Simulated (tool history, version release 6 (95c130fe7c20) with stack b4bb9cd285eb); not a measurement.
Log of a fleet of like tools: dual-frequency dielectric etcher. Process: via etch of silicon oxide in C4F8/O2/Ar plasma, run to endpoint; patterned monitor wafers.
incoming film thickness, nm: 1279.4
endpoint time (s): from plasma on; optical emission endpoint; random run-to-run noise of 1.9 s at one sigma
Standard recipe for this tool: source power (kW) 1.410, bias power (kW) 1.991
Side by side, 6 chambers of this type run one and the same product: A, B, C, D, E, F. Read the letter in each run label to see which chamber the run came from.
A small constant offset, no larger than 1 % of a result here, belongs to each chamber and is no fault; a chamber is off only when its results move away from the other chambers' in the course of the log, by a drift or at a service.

run   hour  source power (kW)  bias power (kW)  endpoint time (s)
 1F    8.0              1.410            1.991             290.28
 2E   22.8              1.410            1.991             292.32
      25.9  -- chamber A: wet clean of the chamber
 3D   32.7              1.410            1.991             292.06
 4A   42.6              1.410            1.991             290.74
 5B   57.0              1.410            1.991             290.47
      64.2  -- chamber C: wet clean of the chamber
 6C   72.0              1.410            1.991             294.34
 7B   85.8              1.090            2.182             314.38
 8C  100.4              1.090            2.182             315.43
 9D  113.4              1.090            2.182             314.53
10E  121.3              1.090            2.182             313.11
11A  135.8              1.090            2.182             312.58
12F  146.9              1.090            2.182             310.66
13D  157.5              1.410            1.991             292.02
14A  173.4              1.410            1.991             293.72
15F  187.5              1.080            1.712             336.47
16C  198.2              1.080            1.712             333.77
17E  210.8              1.080            1.712             335.54
18B  220.2              1.080            1.712             338.31
19E  233.9              1.080            1.712             335.00
     244.5  -- chamber E: wet clean of the chamber
20B  249.5              1.080            1.712             337.28
21C  257.8              1.700            2.377             259.14
22F  269.6              1.700            2.377             253.98
23D  280.7              1.700            2.377             257.79
24A  293.3              1.700            2.377             256.21
     297.2  -- chamber B: wet clean of the chamber
25F  300.8              1.700            2.377             257.26
     303.4  -- chamber F: wet clean of the chamber
26B  308.7              1.700            2.377             246.89
27C  321.6              1.410            1.991             295.56
28D  333.7              1.410            1.991             293.34
29A  342.5              1.410            1.751             301.14
30E  356.8              1.410            1.751             298.87
31A  371.9              1.410            1.751             302.54
32F  379.7              1.410            1.751             300.48
33B  393.6              1.410            1.751             287.78
34C  409.3              1.410            1.751             304.03
     414.3  -- chamber D: wet clean of the chamber
35E  421.8              1.410            1.991             291.74
36D  429.6              1.170            1.991             312.75
37F  436.9              1.170            1.991             310.21
38A  450.2              1.170            1.991             315.52
39D  460.8              1.170            1.991             311.52

Is one chamber out of step, is the gauge drifting, or do the chambers differ by no more than their own small offsets? For an off chamber, give its letter and the likeliest cause.

A service left chamber B off against the others.
Likeliest cause: etch rate over this chamber's usual, % = 4.35.

Chamber B could run next with any of the 4 candidate recipes listed below; each alters the usual settings, and their results appear as question marks. Which one brings its results back in line with what the other chambers deliver on the usual settings?
Allowed miss from the other chambers' usual-settings mean, per result, to count as in line: endpoint time (s) 6.80
40B-1  472.4              1.390            1.968                  ?
40B-2  472.4              1.590            1.991                  ?
40B-3  472.4              1.430            2.014                  ?
40B-4  472.4              1.230            1.991                  ?

Mean of the other chambers on the usual settings: endpoint time (s) 291.58
  run  endpoint time (s)
40B-1             279.60
40B-2             264.13
40B-3             274.60
40B-4             292.53
Change 40B-4 lands the chamber within the allowed miss of the other chambers.

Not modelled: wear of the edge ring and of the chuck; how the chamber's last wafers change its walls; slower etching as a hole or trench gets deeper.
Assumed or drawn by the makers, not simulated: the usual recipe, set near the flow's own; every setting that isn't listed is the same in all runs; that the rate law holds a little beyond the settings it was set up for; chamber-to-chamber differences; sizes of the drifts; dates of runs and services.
